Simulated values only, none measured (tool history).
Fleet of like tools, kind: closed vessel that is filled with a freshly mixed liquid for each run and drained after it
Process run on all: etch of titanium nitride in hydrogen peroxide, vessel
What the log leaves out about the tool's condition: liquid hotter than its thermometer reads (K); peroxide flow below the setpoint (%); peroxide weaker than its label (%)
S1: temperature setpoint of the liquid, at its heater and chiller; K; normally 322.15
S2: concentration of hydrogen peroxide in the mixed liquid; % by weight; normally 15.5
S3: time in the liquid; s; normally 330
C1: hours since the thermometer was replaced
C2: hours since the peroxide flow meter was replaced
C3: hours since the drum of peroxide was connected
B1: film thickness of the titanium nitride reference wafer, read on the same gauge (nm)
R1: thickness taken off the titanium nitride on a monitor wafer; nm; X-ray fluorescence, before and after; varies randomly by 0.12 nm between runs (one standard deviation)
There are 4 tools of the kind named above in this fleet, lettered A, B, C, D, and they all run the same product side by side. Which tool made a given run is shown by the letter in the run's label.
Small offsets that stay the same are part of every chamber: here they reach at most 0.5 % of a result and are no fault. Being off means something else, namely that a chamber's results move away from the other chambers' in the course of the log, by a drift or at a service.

{"run": "1C", "hour": 10.7, "S1": 322.15, "S2": 15.5, "S3": 330, "C1": 1247.9, "C2": 695.9, "C3": 556.9, "B1": 39.964, "R1": 11.957}
{"run": "2A", "hour": 18.4, "S1": 322.15, "S2": 15.5, "S3": 330, "C1": 1316.9, "C2": 408.4, "C3": 112.5, "B1": 39.988, "R1": 11.905}
{"run": "3B", "hour": 29.8, "S1": 322.15, "S2": 15.5, "S3": 330, "C1": 1481.8, "C2": 903.6, "C3": 449.2, "B1": 39.987, "R1": 11.669}
{"run": "4D", "hour": 43.8, "S1": 322.15, "S2": 15.5, "S3": 330, "C1": 496.5, "C2": 1099.9, "C3": 1087.6, "B1": 40.01, "R1": 12.06}
{"run": "5A", "hour": 58.2, "S1": 322.15, "S2": 15.5, "S3": 330, "C1": 1356.7, "C2": 448.2, "C3": 152.3, "B1": 40.03, "R1": 11.902}
{"run": "6D", "hour": 68.1, "S1": 322.15, "S2": 15.5, "S3": 330, "C1": 520.8, "C2": 1124.2, "C3": 1111.9, "B1": 40.002, "R1": 11.885}
{"run": "7B", "hour": 78.5, "S1": 322.15, "S2": 15.5, "S3": 230, "C1": 1530.5, "C2": 952.3, "C3": 497.9, "B1": 39.979, "R1": 8.4087}
{"run": "8C", "hour": 90.3, "S1": 322.15, "S2": 15.5, "S3": 230, "C1": 1327.5, "C2": 775.5, "C3": 636.5, "B1": 39.994, "R1": 8.3001}
{"run": "9A", "hour": 97.9, "S1": 322.15, "S2": 15.5, "S3": 230, "C1": 1396.4, "C2": 487.9, "C3": 192.0, "B1": 39.99, "R1": 8.5093}
{"run": "10B", "hour": 105.7, "S1": 322.15, "S2": 15.5, "S3": 230, "C1": 1557.7, "C2": 979.5, "C3": 525.1, "B1": 39.995, "R1": 8.2419}
{"run": "11C", "hour": 119.3, "S1": 322.15, "S2": 15.5, "S3": 330, "C1": 1356.5, "C2": 804.5, "C3": 665.5, "B1": 40.018, "R1": 11.916}
{"run": "12D", "hour": 130.7, "S1": 322.15, "S2": 15.5, "S3": 330, "C1": 583.4, "C2": 1186.8, "C3": 1174.5, "B1": 39.978, "R1": 11.811}
{"run": "13C", "hour": 142.3, "S1": 322.15, "S2": 15.5, "S3": 330, "C1": 1379.5, "C2": 827.5, "C3": 688.5, "B1": 39.994, "R1": 11.961}
{"run": "14B", "hour": 149.5, "S1": 322.15, "S2": 15.5, "S3": 330, "C1": 1601.5, "C2": 1023.3, "C3": 568.9, "B1": 39.957, "R1": 11.905}
{"run": "15A", "hour": 160.7, "S1": 322.15, "S2": 18.0, "S3": 330, "C1": 1459.2, "C2": 550.7, "C3": 254.8, "B1": 39.969, "R1": 12.81}
{"run": "16D", "hour": 169.1, "S1": 322.15, "S2": 18.0, "S3": 330, "C1": 621.8, "C2": 1225.2, "C3": 1212.9, "B1": 39.973, "R1": 12.156}
{"run": "17B", "hour": 176.3, "S1": 322.15, "S2": 18.0, "S3": 330, "C1": 1628.3, "C2": 1050.1, "C3": 595.7, "B1": 39.974, "R1": 12.024}
{"run": "18D", "hour": 186.1, "S1": 322.15, "S2": 18.0, "S3": 330, "C1": 638.8, "C2": 1242.2, "C3": 1229.9, "B1": 39.964, "R1": 12.467}
{"run": "19A", "hour": 192.9, "S1": 322.15, "S2": 15.5, "S3": 330, "C1": 1491.4, "C2": 582.9, "C3": 287.0, "B1": 39.971, "R1": 12.338}
{"run": "20C", "hour": 200.4, "S1": 322.15, "S2": 15.5, "S3": 330, "C1": 1437.6, "C2": 885.6, "C3": 746.6, "B1": 40.034, "R1": 11.859}
{"hour": 201.3, "done": "chamber A: peroxide flow meter replaced"}
{"run": "21D", "hour": 209.7, "S1": 322.15, "S2": 15.5, "S3": 330, "C1": 662.4, "C2": 1265.8, "C3": 1253.5, "B1": 39.984, "R1": 12.035}
{"run": "22B", "hour": 221.1, "S1": 322.15, "S2": 15.5, "S3": 330, "C1": 1673.1, "C2": 1094.9, "C3": 640.5, "B1": 40.021, "R1": 11.852}
{"run": "23C", "hour": 230.7, "S1": 322.15, "S2": 15.5, "S3": 330, "C1": 1467.9, "C2": 915.9, "C3": 776.9, "B1": 40.033, "R1": 11.872}
{"run": "24A", "hour": 239.6, "S1": 322.15, "S2": 15.5, "S3": 330, "C1": 1538.1, "C2": 38.3, "C3": 333.7, "B1": 39.965, "R1": 12.715}
{"run": "25D", "hour": 246.0, "S1": 322.15, "S2": 15.5, "S3": 330, "C1": 698.7, "C2": 1302.1, "C3": 1289.8, "B1": 39.979, "R1": 11.84}
{"run": "26A", "hour": 258.0, "S1": 322.15, "S2": 15.5, "S3": 330, "C1": 1556.5, "C2": 56.7, "C3": 352.1, "B1": 40.014, "R1": 12.906}
{"hour": 263.9, "done": "chamber D: new drum of peroxide connected"}
{"run": "27B", "hour": 265.2, "S1": 322.15, "S2": 15.5, "S3": 330, "C1": 1717.2, "C2": 1139.0, "C3": 684.6, "B1": 39.992, "R1": 11.95}
{"hour": 273.5, "done": "chamber D: peroxide flow meter replaced"}
{"run": "28C", "hour": 277.4, "S1": 322.15, "S2": 15.5, "S3": 330, "C1": 1514.6, "C2": 962.6, "C3": 823.6, "B1": 40.022, "R1": 11.677}
{"run": "29A", "hour": 288.1, "S1": 322.15, "S2": 15.5, "S3": 330, "C1": 1586.6, "C2": 86.8, "C3": 382.2, "B1": 40.007, "R1": 13.127}
{"run": "30B", "hour": 299.7, "S1": 322.15, "S2": 15.5, "S3": 330, "C1": 1751.7, "C2": 1173.5, "C3": 719.1, "B1": 39.999, "R1": 11.818}
{"run": "31C", "hour": 313.7, "S1": 322.15, "S2": 15.5, "S3": 330, "C1": 1550.9, "C2": 998.9, "C3": 859.9, "B1": 40.018, "R1": 11.78}
{"run": "32D", "hour": 320.9, "S1": 312.65, "S2": 15.5, "S3": 330, "C1": 773.6, "C2": 47.5, "C3": 57.0, "B1": 40.011, "R1": 5.8418}
{"hour": 328.1, "done": "chamber D: thermometer replaced"}
{"run": "33C", "hour": 333.5, "S1": 312.65, "S2": 15.5, "S3": 330, "C1": 1570.7, "C2": 1018.7, "C3": 879.7, "B1": 39.972, "R1": 5.8}
{"run": "34A", "hour": 343.7, "S1": 312.65, "S2": 15.5, "S3": 330, "C1": 1642.2, "C2": 142.4, "C3": 437.8, "B1": 40.006, "R1": 6.6104}
{"run": "35B", "hour": 353.9, "S1": 312.65, "S2": 15.5, "S3": 330, "C1": 1805.9, "C2": 1227.7, "C3": 773.3, "B1": 39.96, "R1": 5.7248}
{"hour": 358.6, "done": "chamber A: new drum of peroxide connected"}
{"run": "36D", "hour": 365.4, "S1": 322.15, "S2": 15.5, "S3": 330, "C1": 37.4, "C2": 92.0, "C3": 101.5, "B1": 39.96, "R1": 11.961}
{"run": "37B", "hour": 378.5, "S1": 322.15, "S2": 15.5, "S3": 330, "C1": 1830.5, "C2": 1252.3, "C3": 797.9, "B1": 39.987, "R1": 11.908}
{"run": "38D", "hour": 387.1, "S1": 322.15, "S2": 15.5, "S3": 330, "C1": 59.1, "C2": 113.7, "C3": 123.2, "B1": 40.008, "R1": 12.0}
{"run": "39A", "hour": 397.1, "S1": 322.15, "S2": 15.5, "S3": 330, "C1": 1695.6, "C2": 195.8, "C3": 38.5, "B1": 40.034, "R1": 13.608}

All chambers now run identical settings, listed one chamber a line with results as question marks. What results will each chamber show?
{"run": "40A", "hour": 407.4, "S1": 322.15, "S2": 15.5, "S3": 330, "R1": "?"}
{"run": "40B", "hour": 407.4, "S1": 322.15, "S2": 15.5, "S3": 330, "R1": "?"}
{"run": "40C", "hour": 407.4, "S1": 322.15, "S2": 15.5, "S3": 330, "R1": "?"}
{"run": "40D", "hour": 407.4, "S1": 322.15, "S2": 15.5, "S3": 330, "R1": "?"}

run=40A R1=13.7700
run=40B R1=11.8410
run=40C R1=11.9560
run=40D R1=12.0180

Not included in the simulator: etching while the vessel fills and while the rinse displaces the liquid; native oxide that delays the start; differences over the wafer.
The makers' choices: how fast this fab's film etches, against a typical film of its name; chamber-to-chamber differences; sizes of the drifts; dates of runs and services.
